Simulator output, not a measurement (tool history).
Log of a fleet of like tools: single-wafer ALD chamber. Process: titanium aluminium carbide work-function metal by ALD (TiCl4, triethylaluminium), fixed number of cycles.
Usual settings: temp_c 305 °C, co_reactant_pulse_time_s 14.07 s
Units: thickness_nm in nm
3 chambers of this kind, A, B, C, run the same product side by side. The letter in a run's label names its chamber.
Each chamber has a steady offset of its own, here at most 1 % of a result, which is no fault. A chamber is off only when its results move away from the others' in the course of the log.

run   hour  temp_c  co_reactant_pulse_time_s  hours since the last thermocouple change  hours since the last triethylaluminium bottle change  read-back reference wafer on the same gauge, thickness_nm  thickness_nm
 1C    9.8     305                     14.07                                    2503.1                                                 838.1                                                     2.1391        2.0703
 2B   19.4     305                     14.07                                     572.7                                                   302                                                     2.1397        2.1038
 3A   26.9     305                     14.07                                       262                                                 334.6                                                     2.1399        2.0833
 4B   31.8     305                     14.07                                     585.1                                                 314.4                                                     2.1387        2.1111
 5A   38.1     305                     14.07                                     273.2                                                 345.8                                                     2.1401        2.0876
 6C   45.3     305                     14.07                                    2538.6                                                 873.6                                                     2.1401        2.0793
 7C   50.2     305                     14.07                                    2543.5                                                 878.5                                                     2.1393        2.0798
 8B   59.5     305                     14.07                                     612.8                                                 342.1                                                     2.1399        2.1148
 9A   68.8     305                     14.07                                     303.9                                                 376.5                                                     2.1401        2.0919
10A   74.8     305                     14.07                                     309.9                                                 382.5                                                     2.1409         2.087
11B   81.3     305                     14.07                                     634.6                                                 363.9                                                     2.1405        2.1077
12C   88.2     305                     14.07                                    2581.5                                                 916.5                                                     2.1394        2.0793
13C   94.5     305                     14.07                                    2587.8                                                 922.8                                                     2.1399        2.0778
14B   99.3     305                     14.07                                     652.6                                                 381.9                                                     2.1401        2.1051
15A  106.4     305                     14.07                                     341.5                                                 414.1                                                     2.1404        2.0903
16A  114.6     305                     14.07                                     349.7                                                 422.3                                                     2.1396        2.0845
17C  122.7     305                     14.07                                      2616                                                   951                                                     2.1397        2.0842
18B  129.9     305                     14.07                                     683.2                                                 412.5                                                      2.139        2.1067
19B  135.6     305                     14.07                                     688.9                                                 418.2                                                     2.1401          2.11
20C  143.2     305                     14.07                                    2636.5                                                 971.5                                                     2.1407        2.0761
21A  150.3     305                     14.07                                     385.4                                                   458                                                     2.1398        2.0841
22C  158.6     305                     14.07                                    2651.9                                                 986.9                                                     2.1395         2.077
23B  167.9     305                     14.07                                     721.2                                                 450.5                                                     2.1403        2.1064
24A  176.5     305                     14.07                                     411.6                                                 484.2                                                     2.1403         2.084
25B    185     305                     14.07                                     738.3                                                 467.6                                                      2.141        2.1083
26A  194.8     305                     14.07                                     429.9                                                 502.5                                                     2.1388        2.0886
27C  201.1     305                     14.07                                    2694.4                                                1029.4                                                     2.1408        2.0817
28A  211.2     305                     14.07                                     446.3                                                 518.9                                                       2.14        2.0768
29C    218     305                     11.34                                    2711.3                                                1046.3                                                     2.1393        2.0565
30B    224     305                     11.34                                     777.3                                                 506.6                                                       2.14        2.0781
31C  232.5     305                     11.34                                    2725.8                                                1060.8                                                     2.1409        2.0482
32B  239.2     305                     14.07                                     792.5                                                 521.8                                                     2.1395         2.116
33A  245.8     319                     16.33                                     480.9                                                 553.5                                                     2.1401        2.2067
34C  251.9     319                     16.33                                    2745.2                                                1080.2                                                     2.1394        2.2063
35A  258.8     319                     16.33                                     493.9                                                 566.5                                                     2.1399        2.1997
     258.9  -- chamber C: triethylaluminium bottle replaced
36B  268.6     305                     14.07                                     821.9                                                 551.2                                                     2.1407        2.1155
37B  274.8     305                     16.65                                     828.1                                                 557.4                                                     2.1398        2.1232
38A    285     305                     16.65                                     520.1                                                 592.7                                                     2.1399        2.0802
39C  290.8     305                     16.65                                    2784.1                                                    32                                                     2.1402        2.0904
40A  296.6     305                     14.07                                     531.7                                                 604.3                                                     2.1392        2.0541
41C  303.3     305                     14.07                                    2796.6                                                  44.5                                                     2.1397        2.0776
42B  311.1     305                     14.07                                     864.4                                                 593.7                                                     2.1402        2.1164

All 3 chambers run these settings next. Forecast each chamber's results:
43A  318.5     305                     14.07                                                                                                                                                                        ?
43B  318.5     305                     14.07                                                                                                                                                                        ?
43C  318.5     305                     14.07                                                                                                                                                                        ?

run  thickness_nm
43A        2.0375
43B        2.1083
43C        2.0752

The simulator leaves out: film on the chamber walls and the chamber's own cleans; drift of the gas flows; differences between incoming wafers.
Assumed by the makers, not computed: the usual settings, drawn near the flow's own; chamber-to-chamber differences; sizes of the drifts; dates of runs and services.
